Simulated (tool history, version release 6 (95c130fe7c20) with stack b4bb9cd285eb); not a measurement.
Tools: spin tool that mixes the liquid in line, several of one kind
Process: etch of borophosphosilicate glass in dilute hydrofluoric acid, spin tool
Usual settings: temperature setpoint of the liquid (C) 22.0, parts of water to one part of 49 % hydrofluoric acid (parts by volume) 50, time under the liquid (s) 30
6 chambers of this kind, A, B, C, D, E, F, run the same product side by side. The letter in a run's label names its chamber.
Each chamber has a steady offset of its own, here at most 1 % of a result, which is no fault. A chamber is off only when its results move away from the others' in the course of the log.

run	hour	temperature setpoint of the liquid (C)	parts of water to one part of 49 % hydrofluoric acid (parts by volume)	time under the liquid (s)	hours since the thermometer was replaced	hours since the hydrofluoric acid flow meter was replaced	read-back film thickness of the borophosphosilicate glass reference wafer, read on the same gauge (nm)	thickness taken off the borophosphosilicate glass on a monitor wafer (angstrom)
1B	3.3	22.0	50	30	678.7	229.4	60.004	272.60
2F	5.9	22.0	50	30	2037.6	191.9	60.013	265.76
3A	8.1	22.0	50	30	666.8	103.5	59.997	263.25
4E	10.6	22.0	50	30	443.8	695.4	59.975	266.35
5D	13.0	22.0	50	30	567.5	79.9	59.982	266.71
6C	17.3	22.0	50	30	275.5	119.2	60.000	263.30
7F	19.6	24.0	50	15	2051.3	205.6	59.991	145.62
8B	23.4	24.0	50	15	698.8	249.5	60.015	142.83
9C	26.3	24.0	50	15	284.5	128.2	59.972	143.05
10E	28.3	24.0	50	15	461.5	713.1	59.988	144.31
11A	30.6	24.0	50	15	689.3	126.0	60.011	144.08
# hour 31.7: chamber E: hydrofluoric acid flow meter replaced
12D	34.5	24.0	50	15	589.0	101.4	60.046	145.87
13C	37.9	22.0	50	30	296.1	139.8	60.021	259.05
14D	40.9	22.0	50	30	595.4	107.8	59.988	268.71
15B	45.2	22.0	50	30	720.6	271.3	59.995	267.86
16A	49.0	22.0	50	30	707.7	144.4	59.983	266.42
17E	51.4	22.0	50	30	484.6	19.8	60.006	268.64
18F	55.2	22.0	50	30	2086.9	241.2	60.026	266.68
19B	58.5	22.0	50	30	733.9	284.6	59.984	264.73
20E	61.2	22.0	50	30	494.4	29.6	60.009	266.76
21F	65.5	22.0	50	30	2097.2	251.5	59.987	264.86
22A	68.8	22.0	50	30	727.5	164.2	59.985	262.82
23C	71.2	22.0	50	30	329.4	173.1	59.980	250.04
24D	73.9	22.0	50	30	628.4	140.8	60.013	271.31
25E	76.1	22.0	50	30	509.3	44.5	60.017	264.71
26A	79.8	22.0	50	30	738.5	175.2	59.978	262.49
27B	83.6	22.0	50	30	759.0	309.7	59.995	268.88
28C	87.6	22.0	50	30	345.8	189.5	60.000	248.63
29F	90.8	22.0	50	30	2122.5	276.8	60.001	267.63
30D	93.9	22.0	50	30	648.4	160.8	59.995	267.10
31D	97.2	22.0	50	30	651.7	164.1	60.021	267.92
32A	99.1	22.0	50	30	757.8	194.5	59.996	268.69
33F	103.1	22.0	50	30	2134.8	289.1	59.987	269.19
34B	107.1	22.0	50	30	782.5	333.2	60.018	269.96
35C	110.7	22.0	50	30	368.9	212.6	60.017	242.74
36E	113.7	22.0	50	30	546.9	82.1	59.990	266.48
37C	117.6	24.5	30	30	375.8	219.5	59.969	468.36

Next, every chamber runs the same settings. What will each give?
38A	120.8	22.0	30	30				?
38B	120.8	22.0	30	30				?
38C	120.8	22.0	30	30				?
38D	120.8	22.0	30	30				?
38E	120.8	22.0	30	30				?
38F	120.8	22.0	30	30				?

run	thickness taken off the borophosphosilicate glass on a monitor wafer (angstrom)
38A	457.72
38B	457.30
38C	414.17
38D	455.28
38E	454.88
38F	457.74
